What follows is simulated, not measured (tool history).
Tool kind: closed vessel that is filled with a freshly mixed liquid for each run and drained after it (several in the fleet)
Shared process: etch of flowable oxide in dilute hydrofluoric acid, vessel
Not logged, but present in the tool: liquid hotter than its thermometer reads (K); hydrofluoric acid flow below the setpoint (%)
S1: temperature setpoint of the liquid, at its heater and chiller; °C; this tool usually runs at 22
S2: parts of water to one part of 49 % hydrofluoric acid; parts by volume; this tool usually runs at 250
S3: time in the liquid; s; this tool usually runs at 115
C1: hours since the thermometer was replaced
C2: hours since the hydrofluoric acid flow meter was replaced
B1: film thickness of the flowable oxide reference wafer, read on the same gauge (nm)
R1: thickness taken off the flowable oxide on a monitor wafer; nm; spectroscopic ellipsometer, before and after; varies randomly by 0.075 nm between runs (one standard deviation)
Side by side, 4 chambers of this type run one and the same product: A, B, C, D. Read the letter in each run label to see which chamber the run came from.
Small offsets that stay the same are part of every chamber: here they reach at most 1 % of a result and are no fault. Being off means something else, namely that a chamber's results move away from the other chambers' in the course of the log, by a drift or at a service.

{"run": "1A", "hour": 4.3, "S1": 22, "S2": 250, "S3": 115, "C1": 1518.4, "C2": 598.3, "B1": 40.01, "R1": 9.6478}
{"run": "2C", "hour": 9.7, "S1": 22, "S2": 250, "S3": 115, "C1": 958.3, "C2": 541.6, "B1": 39.996, "R1": 9.5965}
{"run": "3D", "hour": 18.7, "S1": 22, "S2": 250, "S3": 115, "C1": 741.5, "C2": 1179, "B1": 39.99, "R1": 9.6355}
{"run": "4B", "hour": 24.6, "S1": 22, "S2": 250, "S3": 115, "C1": 953.2, "C2": 879.1, "B1": 39.983, "R1": 9.67}
{"run": "5D", "hour": 29.0, "S1": 22, "S2": 250, "S3": 115, "C1": 751.8, "C2": 1189.3, "B1": 39.972, "R1": 9.6674}
{"run": "6A", "hour": 36.7, "S1": 22, "S2": 250, "S3": 115, "C1": 1550.8, "C2": 630.7, "B1": 40, "R1": 9.5446}
{"run": "7B", "hour": 42.5, "S1": 22, "S2": 250, "S3": 115, "C1": 971.1, "C2": 897, "B1": 39.997, "R1": 9.6041}
{"run": "8C", "hour": 49.6, "S1": 22, "S2": 250, "S3": 115, "C1": 998.2, "C2": 581.5, "B1": 39.987, "R1": 9.6334}
{"run": "9B", "hour": 57.4, "S1": 22, "S2": 250, "S3": 115, "C1": 986, "C2": 911.9, "B1": 39.987, "R1": 9.5899}
{"run": "10D", "hour": 66.4, "S1": 22, "S2": 250, "S3": 115, "C1": 789.2, "C2": 1226.7, "B1": 39.995, "R1": 9.6866}
{"run": "11A", "hour": 71.2, "S1": 22, "S2": 250, "S3": 115, "C1": 1585.3, "C2": 665.2, "B1": 39.968, "R1": 9.5178}
{"run": "12C", "hour": 76.3, "S1": 19.5, "S2": 250, "S3": 115, "C1": 1024.9, "C2": 608.2, "B1": 39.981, "R1": 8.6255}
{"run": "13D", "hour": 84.6, "S1": 19.5, "S2": 250, "S3": 115, "C1": 807.4, "C2": 1244.9, "B1": 40.02, "R1": 8.7779}
{"run": "14A", "hour": 91.8, "S1": 19.5, "S2": 250, "S3": 115, "C1": 1605.9, "C2": 685.8, "B1": 40.026, "R1": 8.8262}
{"run": "15B", "hour": 100.7, "S1": 19.5, "S2": 250, "S3": 115, "C1": 1029.3, "C2": 955.2, "B1": 39.997, "R1": 8.8692}
{"run": "16C", "hour": 108.4, "S1": 22, "S2": 295, "S3": 115, "C1": 1057, "C2": 640.3, "B1": 40.004, "R1": 7.7817}
{"run": "17C", "hour": 113.8, "S1": 22, "S2": 295, "S3": 115, "C1": 1062.4, "C2": 645.7, "B1": 40.009, "R1": 7.7852}
{"run": "18B", "hour": 119.2, "S1": 22, "S2": 295, "S3": 115, "C1": 1047.8, "C2": 973.7, "B1": 40.01, "R1": 7.8713}
{"run": "19D", "hour": 127.8, "S1": 22, "S2": 295, "S3": 115, "C1": 850.6, "C2": 1288.1, "B1": 39.995, "R1": 7.8416}
{"run": "20A", "hour": 134.9, "S1": 22, "S2": 250, "S3": 115, "C1": 1649, "C2": 728.9, "B1": 39.977, "R1": 9.8363}
{"run": "21C", "hour": 140.3, "S1": 22, "S2": 250, "S3": 115, "C1": 1088.9, "C2": 672.2, "B1": 39.994, "R1": 9.5714}
{"run": "22D", "hour": 144.6, "S1": 26.5, "S2": 250, "S3": 85, "C1": 867.4, "C2": 1304.9, "B1": 39.974, "R1": 8.2999}
{"run": "23B", "hour": 152.9, "S1": 26.5, "S2": 250, "S3": 85, "C1": 1081.5, "C2": 1007.4, "B1": 39.978, "R1": 8.3094}
{"run": "24A", "hour": 158.8, "S1": 26.5, "S2": 250, "S3": 85, "C1": 1672.9, "C2": 752.8, "B1": 39.97, "R1": 8.5237}
{"run": "25C", "hour": 166.4, "S1": 26.5, "S2": 250, "S3": 85, "C1": 1115, "C2": 698.3, "B1": 40.021, "R1": 8.2475}
{"run": "26A", "hour": 173.9, "S1": 22, "S2": 250, "S3": 115, "C1": 1688, "C2": 767.9, "B1": 40, "R1": 9.8058}
{"run": "27D", "hour": 179.3, "S1": 22, "S2": 250, "S3": 115, "C1": 902.1, "C2": 1339.6, "B1": 40.016, "R1": 9.6526}
{"run": "28B", "hour": 185.5, "S1": 22, "S2": 250, "S3": 115, "C1": 1114.1, "C2": 1040, "B1": 40.005, "R1": 9.5662}
{"run": "29B", "hour": 191.1, "S1": 22, "S2": 250, "S3": 115, "C1": 1119.7, "C2": 1045.6, "B1": 40.018, "R1": 9.595}
{"run": "30A", "hour": 197.2, "S1": 22, "S2": 250, "S3": 115, "C1": 1711.3, "C2": 791.2, "B1": 39.993, "R1": 9.9373}
{"run": "31D", "hour": 204.9, "S1": 22, "S2": 250, "S3": 115, "C1": 927.7, "C2": 1365.2, "B1": 40.004, "R1": 9.6854}
{"run": "32C", "hour": 213.9, "S1": 22, "S2": 250, "S3": 115, "C1": 1162.5, "C2": 745.8, "B1": 39.965, "R1": 9.7379}
{"run": "33C", "hour": 218.6, "S1": 22, "S2": 250, "S3": 115, "C1": 1167.2, "C2": 750.5, "B1": 39.961, "R1": 9.4826}

What goes on in this fleet: one chamber off, a drifting gauge, or nothing beyond the chambers' own small offsets? Name the chamber and the cause, if any.

Chamber A drifts away from the others.
Cause: liquid hotter than its thermometer reads (K) = 1.51.
The log may not separate it from: hydrofluoric acid flow above the setpoint (%).

Here are 4 candidates for chamber A's next run, each the usual settings with a change, their results left as question marks. Which one brings its results back in line with what the others give on the usual settings?
Maximum distance from the other chambers' mean on the usual settings for a result to count as in line: R1 0.26 nm
{"run": "34A-1", "hour": 225.3, "S1": 22, "S2": 270, "S3": 115, "R1": "?"}
{"run": "34A-2", "hour": 225.3, "S1": 22, "S2": 250, "S3": 120, "R1": "?"}
{"run": "34A-3", "hour": 225.3, "S1": 22, "S2": 240, "S3": 120, "R1": "?"}
{"run": "34A-4", "hour": 225.3, "S1": 22, "S2": 250, "S3": 110, "R1": "?"}

Other chambers, usual settings, mean: R1 9.6449 nm
run=34A-1 R1=9.1309
run=34A-2 R1=10.496
run=34A-3 R1=11.044
run=34A-4 R1=9.6214
34A-4 brings the chamber back in line.
